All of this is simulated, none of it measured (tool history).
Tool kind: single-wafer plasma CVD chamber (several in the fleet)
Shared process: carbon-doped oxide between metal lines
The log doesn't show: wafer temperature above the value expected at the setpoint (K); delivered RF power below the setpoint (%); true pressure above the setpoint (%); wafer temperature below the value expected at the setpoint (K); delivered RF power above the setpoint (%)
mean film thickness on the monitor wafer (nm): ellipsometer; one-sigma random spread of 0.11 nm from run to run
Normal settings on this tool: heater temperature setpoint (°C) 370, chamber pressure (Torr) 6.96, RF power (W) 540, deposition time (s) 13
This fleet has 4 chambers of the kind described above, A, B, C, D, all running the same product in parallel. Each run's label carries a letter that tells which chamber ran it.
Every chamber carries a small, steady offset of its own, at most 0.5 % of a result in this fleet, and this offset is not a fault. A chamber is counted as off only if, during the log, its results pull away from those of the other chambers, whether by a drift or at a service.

run,hour,heater temperature setpoint (°C),chamber pressure (Torr),RF power (W),deposition time (s),hours since the last thermocouple change,hours since the last RF generator calibration,hours since the last manometer calibration,"read-back reference wafer on the same gauge, thickness_nm",mean film thickness on the monitor wafer (nm)
1A,6.3,370,6.96,540,13,1091.7,845.9,1351.1,77.618,69.858
2B,13.6,370,6.96,540,13,135.4,1925.6,1009.8,77.554,69.327
3D,19,370,6.96,540,13,1598.6,756.6,82.3,77.53,69.234
4C,24.6,370,6.96,540,13,1017.9,846.2,925.8,77.541,69.142
5A,29.9,370,6.96,540,13,1115.3,869.5,1374.7,77.541,69.347
6B,36.4,370,6.96,540,13,158.2,1948.4,1032.6,77.522,69.312
7C,41.2,370,6.96,540,13,1034.5,862.8,942.4,77.516,69.118
8D,47.2,370,6.96,540,13,1626.8,784.8,110.5,77.514,69.441
9A,52.5,370,6.96,540,13,1137.9,892.1,1397.3,77.471,69.491
10B,57.7,370,6.96,540,13,179.5,1969.7,1053.9,77.459,69.22
11D,64.6,370,6.96,540,13,1644.2,802.2,127.9,77.453,69.13
12C,69.1,370,6.96,540,13,1062.4,890.7,970.3,77.461,68.974
13A,72.9,370,6.96,540,13,1158.3,912.5,1417.7,77.446,69.41
14B,77.6,370,6.96,540,13,199.4,1989.6,1073.8,77.402,69.219
15D,82.8,370,6.96,540,13,1662.4,820.4,146.1,77.416,69.233
16C,88.1,370,6.96,540,13,1081.4,909.7,989.3,77.407,68.882
17C,91.4,358,6.96,540,13,1084.7,913,992.6,77.369,71.176
18B,97.1,358,6.96,540,13,218.9,2009.1,1093.3,77.395,71.206
19D,102.7,358,6.96,540,13,1682.3,840.3,166,77.375,71.28
20A,108.7,358,6.96,540,13,1194.1,948.3,1453.5,77.344,71.299
21C,115.6,370,6.2,540,14.4,1108.9,937.2,1016.8,77.323,75.658
22B,122.5,370,6.2,540,14.4,244.3,2034.5,1118.7,77.323,75.658
23A,127.4,370,6.2,540,14.4,1212.8,967,1472.2,77.314,75.758
24D,131.9,370,6.2,540,14.4,1711.5,869.5,195.2,77.315,75.953
25B,138.1,370,6.96,540,13,259.9,2050.1,1134.3,77.31,69.006
26C,143.1,370,6.96,540,13,1136.4,964.7,1044.3,77.276,68.866
27A,150.3,370,6.96,540,13,1235.7,989.9,1495.1,77.223,69.289
28D,156.7,370,6.96,540,13,1736.3,894.3,220,77.242,69.243
29C,161.5,370,6.96,540,13,1154.8,983.1,1062.7,77.232,69.045
# hour 164.4: chamber A: capacitance manometer re-zeroed and calibrated
30D,167.4,370,6.96,540,13,1747,905,230.7,77.18,69.158
31A,173.9,370,6.96,540,13,1259.3,1013.5,9.6,77.219,69.142
32B,179.8,370,6.96,540,13,301.6,2091.8,1176,77.214,69.036
33A,183.8,370,6.96,540,13,1269.2,1023.4,19.5,77.167,69.117
34D,189.6,370,6.96,615,12,1769.2,927.2,252.9,77.212,68.946
35C,196.1,370,6.96,615,12,1189.4,1017.7,1097.3,77.182,68.796
36B,200.6,370,6.96,615,12,322.4,2112.6,1196.8,77.135,69.117
37D,206.9,370,6.96,615,12,1786.5,944.5,270.2,77.164,68.925
38C,213.8,370,5.7,540,15,1207.1,1035.4,1115,77.103,77.498
39B,220.4,370,5.7,540,15,342.2,2132.4,1216.6,77.128,77.827
40A,223.8,370,5.7,540,15,1309.2,1063.4,59.5,77.106,78.165
41D,229.8,370,5.7,540,15,1809.4,967.4,293.1,77.113,77.963

Which is it: a chamber that has drifted or been left off by a service, a gauge drift common to all chambers, or only each chamber's usual small offset? If a chamber is off, name it and its likeliest cause.

The shared gauge is drifting. All chambers look as if they move in step, but none is off.
Likeliest cause: gauge reads low (%) = 0.673.

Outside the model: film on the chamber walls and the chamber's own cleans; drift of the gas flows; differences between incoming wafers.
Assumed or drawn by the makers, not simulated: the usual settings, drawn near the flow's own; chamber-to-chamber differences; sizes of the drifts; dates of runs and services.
